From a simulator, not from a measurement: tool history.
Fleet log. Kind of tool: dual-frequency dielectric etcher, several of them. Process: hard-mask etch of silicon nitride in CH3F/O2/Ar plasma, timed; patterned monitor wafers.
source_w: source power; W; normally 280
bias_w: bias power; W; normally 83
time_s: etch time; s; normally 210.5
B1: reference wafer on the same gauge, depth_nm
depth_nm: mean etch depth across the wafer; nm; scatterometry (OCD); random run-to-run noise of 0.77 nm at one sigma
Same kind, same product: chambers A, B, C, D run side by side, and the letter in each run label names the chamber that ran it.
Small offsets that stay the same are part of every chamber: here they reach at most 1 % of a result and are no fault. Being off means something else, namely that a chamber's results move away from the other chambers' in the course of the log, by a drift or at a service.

run 1A hour=6.2 | source_w=280 bias_w=83 time_s=210.5 | B1=125.01 | depth_nm=135.92
-- hour=9.5 chamber D: wet clean of the chamber
run 2B hour=10.8 | source_w=280 bias_w=83 time_s=210.5 | B1=125.2 | depth_nm=136.88
run 3C hour=16.8 | source_w=280 bias_w=83 time_s=210.5 | B1=124.97 | depth_nm=134.26
run 4D hour=21.9 | source_w=280 bias_w=83 time_s=210.5 | B1=125.03 | depth_nm=135.7
run 5C hour=27.4 | source_w=280 bias_w=83 time_s=210.5 | B1=125.1 | depth_nm=133.91
run 6A hour=34.1 | source_w=280 bias_w=83 time_s=210.5 | B1=125.08 | depth_nm=137.45
run 7B hour=40.3 | source_w=280 bias_w=83 time_s=210.5 | B1=124.84 | depth_nm=135.99
run 8D hour=45.9 | source_w=280 bias_w=83 time_s=210.5 | B1=125.02 | depth_nm=134.91
run 9B hour=50.4 | source_w=280 bias_w=83 time_s=210.5 | B1=124.99 | depth_nm=135.69
run 10D hour=54.4 | source_w=280 bias_w=83 time_s=210.5 | B1=125.18 | depth_nm=134.78
run 11A hour=59.6 | source_w=280 bias_w=83 time_s=210.5 | B1=124.79 | depth_nm=135.93
run 12C hour=62.9 | source_w=280 bias_w=83 time_s=210.5 | B1=125.05 | depth_nm=133.21
run 13A hour=67.6 | source_w=280 bias_w=83 time_s=210.5 | B1=125.17 | depth_nm=137.44
run 14B hour=73.1 | source_w=220 bias_w=77 time_s=210.5 | B1=124.93 | depth_nm=120.72
run 15C hour=78.3 | source_w=220 bias_w=77 time_s=210.5 | B1=124.93 | depth_nm=119.38
run 16D hour=85.2 | source_w=220 bias_w=77 time_s=210.5 | B1=125.09 | depth_nm=120.45
run 17B hour=89.7 | source_w=220 bias_w=77 time_s=210.5 | B1=125.25 | depth_nm=120.54
run 18A hour=94 | source_w=280 bias_w=83 time_s=210.5 | B1=125.13 | depth_nm=136.35
run 19C hour=99.4 | source_w=280 bias_w=83 time_s=210.5 | B1=124.99 | depth_nm=134.5
run 20D hour=105.4 | source_w=280 bias_w=83 time_s=210.5 | B1=124.89 | depth_nm=135.86
run 21A hour=110 | source_w=280 bias_w=83 time_s=210.5 | B1=125.12 | depth_nm=135.35
run 22D hour=115.7 | source_w=280 bias_w=83 time_s=210.5 | B1=125.01 | depth_nm=135.8
run 23B hour=120.6 | source_w=280 bias_w=83 time_s=210.5 | B1=125.06 | depth_nm=135.62
run 24C hour=125.6 | source_w=280 bias_w=83 time_s=210.5 | B1=124.92 | depth_nm=134.64
run 25B hour=131.2 | source_w=280 bias_w=83 time_s=210.5 | B1=125.02 | depth_nm=135.94
run 26A hour=138.6 | source_w=280 bias_w=83 time_s=210.5 | B1=124.87 | depth_nm=137.33

All 4 chambers run these settings next. Forecast each chamber's results:
run 27A hour=144 | source_w=280 bias_w=83 time_s=210.5 | depth_nm=?
run 27B hour=144 | source_w=280 bias_w=83 time_s=210.5 | depth_nm=?
run 27C hour=144 | source_w=280 bias_w=83 time_s=210.5 | depth_nm=?
run 27D hour=144 | source_w=280 bias_w=83 time_s=210.5 | depth_nm=?

run=27A depth_nm=135.59
run=27B depth_nm=136.75
run=27C depth_nm=134.34
run=27D depth_nm=135.15

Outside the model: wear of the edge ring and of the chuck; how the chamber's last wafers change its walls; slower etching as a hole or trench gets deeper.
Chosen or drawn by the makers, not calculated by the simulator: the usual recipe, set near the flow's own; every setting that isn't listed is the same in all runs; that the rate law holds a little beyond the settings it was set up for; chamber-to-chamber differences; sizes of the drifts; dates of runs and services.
